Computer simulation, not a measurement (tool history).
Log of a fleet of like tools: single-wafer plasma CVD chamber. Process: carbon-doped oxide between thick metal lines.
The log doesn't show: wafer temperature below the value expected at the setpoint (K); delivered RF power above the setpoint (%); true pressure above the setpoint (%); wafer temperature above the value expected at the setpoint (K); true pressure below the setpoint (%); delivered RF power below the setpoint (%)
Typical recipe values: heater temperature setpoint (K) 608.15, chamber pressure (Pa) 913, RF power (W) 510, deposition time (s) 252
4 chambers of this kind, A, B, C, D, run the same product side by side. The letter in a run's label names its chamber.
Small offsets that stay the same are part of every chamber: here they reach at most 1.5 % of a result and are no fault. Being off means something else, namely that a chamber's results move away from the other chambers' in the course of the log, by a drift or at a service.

run	hour	heater temperature setpoint (K)	chamber pressure (Pa)	RF power (W)	deposition time (s)	hours since the last thermocouple change	hours since the last RF generator calibration	hours since the last manometer calibration	read-back reference wafer on the same gauge, thickness_nm	mean film thickness on the monitor wafer (nm)
1D	3.3	608.15	913	510	252	1016.5	1890.3	41.8	1470.2	1378.4
2C	5.4	608.15	913	510	252	1464.7	202.0	1166.7	1470.3	1374.7
3A	8.5	608.15	913	510	252	1084.8	1532.8	562.8	1471.0	1389.9
4B	11.3	608.15	913	510	252	1233.2	32.7	1368.5	1471.2	1381.7
5D	13.9	608.15	913	510	252	1027.1	1900.9	52.4	1471.0	1385.2
6A	18.3	608.15	913	510	252	1094.6	1542.6	572.6	1471.9	1390.5
7B	21.2	608.15	913	510	252	1243.1	42.6	1378.4	1471.9	1377.3
8C	23.7	608.15	913	510	285	1483.0	220.3	1185.0	1472.1	1559.4
9D	28.0	608.15	913	510	285	1041.2	1915.0	66.5	1472.5	1564.2
10A	30.9	608.15	913	510	285	1107.2	1555.2	585.2	1472.5	1575.2
11B	34.4	608.15	913	510	285	1256.3	55.8	1391.6	1472.8	1565.9
12C	36.6	608.15	913	510	252	1495.9	233.2	1197.9	1473.4	1381.4
13B	38.8	608.15	913	510	252	1260.7	60.2	1396.0	1473.6	1384.3
14D	42.9	608.15	913	510	252	1056.1	1929.9	81.4	1473.5	1382.9
15A	46.3	608.15	1075	510	252	1122.6	1570.6	600.6	1474.6	1411.1
16C	48.2	608.15	1075	510	252	1507.5	244.8	1209.5	1474.1	1398.0
17C	50.5	608.15	1075	510	252	1509.8	247.1	1211.8	1474.6	1396.9
18D	54.9	608.15	1075	510	252	1068.1	1941.9	93.4	1474.5	1401.2
19A	58.9	608.15	913	510	252	1135.2	1583.2	613.2	1475.5	1393.6
20B	62.8	608.15	913	510	252	1284.7	84.2	1420.0	1476.1	1383.3
21B	66.0	608.15	913	510	252	1287.9	87.4	1423.2	1476.4	1386.9
22A	68.2	608.15	913	510	252	1144.5	1592.5	622.5	1476.4	1395.0
23C	71.6	608.15	735	510	209	1530.9	268.2	1232.9	1476.5	1122.8
24D	76.1	608.15	735	510	209	1089.3	1963.1	114.6	1477.5	1123.0
25B	79.1	608.15	735	510	209	1301.0	100.5	1436.3	1477.2	1122.2
26A	83.1	608.15	735	510	209	1159.4	1607.4	637.4	1478.1	1133.9
27D	85.3	608.15	913	510	252	1098.5	1972.3	123.8	1477.1	1386.5
28C	89.4	608.15	913	510	252	1548.7	286.0	1250.7	1478.0	1384.0
29C	92.7	608.15	752	510	252	1552.0	289.3	1254.0	1478.4	1356.5
30D	96.8	608.15	752	510	252	1110.0	1983.8	135.3	1478.6	1357.0
31A	100.9	608.15	752	510	252	1177.2	1625.2	655.2	1478.9	1371.1
32B	103.6	608.15	752	510	252	1325.5	125.0	1460.8	1479.7	1360.8

For the next run the whole fleet of 4 chambers uses the same settings. Give each chamber's results:
33A	106.7	608.15	913	480	252					?
33B	106.7	608.15	913	480	252					?
33C	106.7	608.15	913	480	252					?
33D	106.7	608.15	913	480	252					?

run	mean film thickness on the monitor wafer (nm)
33A	1345.3
33B	1337.2
33C	1334.0
33D	1336.3
